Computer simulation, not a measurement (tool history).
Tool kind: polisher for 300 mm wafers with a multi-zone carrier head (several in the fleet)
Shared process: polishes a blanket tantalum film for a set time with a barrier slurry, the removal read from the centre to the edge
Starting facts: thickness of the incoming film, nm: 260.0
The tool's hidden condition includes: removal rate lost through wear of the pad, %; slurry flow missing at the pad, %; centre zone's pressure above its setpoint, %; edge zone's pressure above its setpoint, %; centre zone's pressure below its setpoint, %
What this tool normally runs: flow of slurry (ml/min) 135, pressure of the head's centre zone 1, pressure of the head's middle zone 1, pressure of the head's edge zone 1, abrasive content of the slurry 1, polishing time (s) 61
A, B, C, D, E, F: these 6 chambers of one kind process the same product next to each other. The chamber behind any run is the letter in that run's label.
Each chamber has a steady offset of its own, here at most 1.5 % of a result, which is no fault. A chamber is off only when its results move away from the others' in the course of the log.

run   hour  flow of slurry (ml/min)  pressure of the head's centre zone  pressure of the head's middle zone  pressure of the head's edge zone  abrasive content of the slurry  polishing time (s)  wafers polished on this pad  hours since the slurry nozzle was cleaned  hours since the centre zone pressure was calibrated  hours since the edge zone pressure was calibrated  film removed at the wafer's centre (angstrom)  film removed at mid-radius (angstrom)  film removed at the wafer's edge (angstrom)
 1E     13                      135                                   1                                   1                                 1                               1                  61                          922                                      184.6                                                  266                                              536.6                                         642.33                                 638.74                                       632.35
 2F   25.4                      135                                   1                                   1                                 1                               1                  61                          956                                      224.2                                                668.6                                              143.1                                          629.9                                 644.31                                       629.17
      31.9  -- chamber F: worn pad replaced by a new one
      40.3  -- chamber D: edge zone pressure recalibrated
 3D   40.7                      135                                   1                                   1                                 1                               1                  61                         1103                                      223.2                                                573.1                                                0.4                                         646.78                                  645.3                                       650.87
      49.6  -- chamber E: worn pad replaced by a new one
      52.6  -- chamber C: centre zone pressure recalibrated
      54.5  -- chamber B: worn pad replaced by a new one
 4B   55.6                      135                                   1                                   1                                 1                               1                  61                           14                                        731                                                431.2                                              599.3                                         634.16                                 652.34                                        631.3
      58.3  -- chamber A: worn pad replaced by a new one
      59.5  -- chamber D: centre zone pressure recalibrated
 5C   67.1                      135                                   1                                   1                                 1                               1                  61                          895                                      465.2                                                 14.6                                               92.4                                         633.74                                 633.07                                       644.17
        77  -- chamber D: worn pad replaced by a new one
 6A   82.2                      135                                   1                                   1                                 1                               1                  61                          301                                      142.5                                                921.6                                              223.4                                         636.58                                 640.91                                       636.16
      85.8  -- chamber C: worn pad replaced by a new one
 7D   94.3                      135                                   1                                   1                                 1                               1                  61                          218                                      276.8                                                 34.8                                                 54                                         654.35                                  634.9                                       649.52
 8C  109.8                      135                                   1                                   1                                 1                               1                  61                          302                                      507.9                                                 57.3                                              135.1                                         639.74                                 632.93                                       642.95
 9F  117.9                      135                                   1                                   1                                 1                               1                  61                         1080                                      316.7                                                761.1                                              235.6                                         626.48                                 622.88                                       640.76
     122.5  -- chamber B: slurry nozzle cleaned
     126.2  -- chamber F: worn pad replaced by a new one
10A  128.8                      135                                   1                                   1                                 1                               1                  61                          886                                      189.1                                                968.2                                                270                                         632.75                                 651.47                                       646.79
     134.5  -- chamber B: worn pad replaced by a new one
11B  143.7                      135                                   1                                   1                                 1                               1                  61                          116                                       21.2                                                519.3                                              687.4                                          646.6                                 645.39                                       643.01
     145.3  -- chamber A: worn pad replaced by a new one
       146  -- chamber E: worn pad replaced by a new one
12E  155.4                      135                                   1                                   1                                 1                            0.75                  61                          118                                        327                                                408.4                                                679                                         596.42                                 577.21                                       585.04
     161.2  -- chamber A: slurry nozzle cleaned
13F  169.2                      135                                   1                                   1                                 1                            0.75                  61                          541                                        368                                                812.4                                              286.9                                         563.53                                 571.02                                       571.17
     177.8  -- chamber C: worn pad replaced by a new one
14D  178.8                      135                                   1                                   1                                 1                            0.75                  61                         1280                                      361.3                                                119.3                                              138.5                                         585.33                                 593.46                                       588.85
15C  186.3                      135                                   1                                   1                                 1                            0.75                  61                          106                                      584.4                                                133.8                                              211.6                                         582.36                                 580.21                                       592.58
16B    195                      135                                   1                                   1                                 1                            0.75                  61                          760                                       72.5                                                570.6                                              738.7                                         578.61                                 588.62                                       589.48
     198.5  -- chamber D: worn pad replaced by a new one
17A  203.9                      135                                   1                                   1                                 1                            0.75                  61                          736                                       42.8                                               1043.3                                              345.1                                         589.53                                 585.58                                       588.94
     206.4  -- chamber B: centre zone pressure recalibrated
     213.9  -- chamber B: worn pad replaced by a new one
18E  215.5                      135                                   1                                   1                                 1                               1                  61                          873                                      387.1                                                468.5                                              739.1                                         640.71                                 650.66                                       649.28
     216.8  -- chamber E: slurry nozzle cleaned
     222.7  -- chamber F: worn pad replaced by a new one
19A  225.3                      135                                   1                                   1                                 1                               1                  61                         1005                                       64.2                                               1064.7                                              366.5                                         642.89                                 643.17                                       638.09
     231.9  -- chamber A: worn pad replaced by a new one
20F    233                      135                                   1                                0.91                                 1                               1                  61                          129                                      431.8                                                876.2                                              350.7                                         615.65                                  571.4                                       627.59
     237.4  -- chamber E: worn pad replaced by a new one
21B  244.1                      135                                   1                                0.91                                 1                               1                  61                          379                                      121.6                                                 37.8                                              787.8                                         638.63                                 591.29                                       634.24
22E  251.6                      135                                   1                                0.91                                 1                               1                  61                          179                                       34.8                                                504.6                                              775.2                                         645.88                                 584.92                                       641.94
     259.1  -- chamber F: centre zone pressure recalibrated
23D  266.3                      135                                   1                                0.91                                 1                               1                  61                          851                                      448.8                                                206.8                                                226                                         645.46                                 590.04                                       645.27
     267.9  -- chamber A: edge zone pressure recalibrated
24C  276.2                      135                                   1                                0.91                                 1                               1                  61                         1236                                      674.3                                                223.7                                              301.5                                         638.84                                  577.6                                       641.57
     283.6  -- chamber C: worn pad replaced by a new one
     284.3  -- chamber D: slurry nozzle cleaned
25B  291.5                      135                                   1                                0.91                                 1                               1                  61                          975                                        169                                                 85.2                                              835.2                                          642.4                                 590.77                                        637.7
     296.5  -- chamber B: worn pad replaced by a new one
26F  305.4                      135                                   1                                   1                                 1                               1                  61                         1039                                      504.2                                                 46.4                                              423.1                                         601.91                                 608.34                                       606.59
     309.9  -- chamber A: worn pad replaced by a new one
     311.1  -- chamber D: worn pad replaced by a new one
     313.2  -- chamber F: worn pad replaced by a new one
27C  321.5                      135                                   1                                   1                                 1                               1                  61                          476                                      719.6                                                  269                                              346.8                                         645.35                                 633.63                                       642.82
28D  330.9                      135                                   1                                   1                                 1                               1                  61                          249                                       46.7                                                271.4                                              290.6                                         639.19                                 643.56                                        641.6
     338.4  -- chamber C: slurry nozzle cleaned
29E  338.6                      175                                   1                                0.93                                 1                               1                  61                         1272                                      121.8                                                591.6                                              862.2                                         682.57                                 622.76                                       674.35
     350.1  -- chamber E: worn pad replaced by a new one
30A  351.9                      175                                   1                                0.93                                 1                               1                  61                          528                                      190.8                                               1191.3                                                 84                                          679.6                                 633.41                                       670.91
31D    368                      175                                   1                                0.93                                 1                               1                  61                          716                                       83.8                                                308.5                                              327.7                                          692.1                                 635.61                                       681.05
     375.3  -- chamber C: worn pad replaced by a new one
     378.1  -- chamber A: slurry nozzle cleaned
     378.5  -- chamber B: worn pad replaced by a new one
32B  379.7                      175                                   1                                0.93                                 1                               1                  61                           15                                      257.2                                                173.4                                              923.4                                         674.71                                  630.2                                       664.69
33C  388.2                      175                                   1                                0.93                                 1                               1                  61                          162                                       49.8                                                335.7                                              413.5                                         673.94                                 619.03                                        658.5
34F  399.4                      175                                   1                                0.93                                 1                               1                  61                         1084                                      598.2                                                140.4                                              517.1                                         629.68                                 596.26                                       631.74
     410.5  -- chamber A: worn pad replaced by a new one
35A  411.5                      135                                   1                                   1                                 1                               1                  61                           13                                       33.4                                               1250.9                                              143.6                                          634.7                                 639.15                                       649.07
36E  425.5                      135                                   1                                   1                                 1                               1                  61                          947                                      208.7                                                678.5                                              949.1                                         646.14                                  645.5                                       639.71
     427.6  -- chamber D: worn pad replaced by a new one
37E  436.6                      135                                   1                                   1                                 1                               1                  61                         1087                                      219.8                                                689.6                                              960.2                                         648.97                                 647.47                                       648.64
38D  451.4                      135                                   1                                   1                                 1                               1                  61                          299                                      167.2                                                391.9                                              411.1                                          649.6                                 646.66                                       661.49

Does one chamber stand apart from the rest, does the shared gauge drift, or is all well apart from small per-chamber offsets? Give the chamber and the most likely cause, where there is one.

One chamber, F, drifts off from the rest bit by bit.
Most likely cause: slurry flow missing at the pad, % = 29.9.

Here are 4 candidates for chamber F's next run, each the usual settings with a change, their results left as question marks. Which one brings its results back in line with what the others give on the usual settings?
In line means no further than this from the other chambers' mean on the usual settings: film removed at the wafer's centre (angstrom) 16; film removed at mid-radius (angstrom) 18; film removed at the wafer's edge (angstrom) 21
39F-1  463.3                      125                                0.96                                   1                              1.02                            0.95                  54                                                                                                                                                                                                                              ?                                      ?                                            ?
39F-2  463.3                      130                                0.98                                   1                              1.01                               1                  56                                                                                                                                                                                                                              ?                                      ?                                            ?
39F-3  463.3                      140                                1.02                                1.01                              0.99                               1                  66                                                                                                                                                                                                                              ?                                      ?                                            ?
39F-4  463.3                      145                                1.05                                   1                              0.99                            1.05                  68                                                                                                                                                                                                                              ?                                      ?                                            ?

Other chambers, usual settings, mean: film removed at the wafer's centre (angstrom) 642.1; film removed at mid-radius (angstrom) 639.15; film removed at the wafer's edge (angstrom) 642.75
  run  film removed at the wafer's centre (angstrom)  film removed at mid-radius (angstrom)  film removed at the wafer's edge (angstrom)
39F-1                                         460.71                                  494.7                                       515.67
39F-2                                         503.52                                 527.39                                       544.66
39F-3                                         636.33                                 641.14                                       644.65
39F-4                                         694.21                                 670.44                                       678.21
With 39F-3, the chamber falls back in line with the rest.
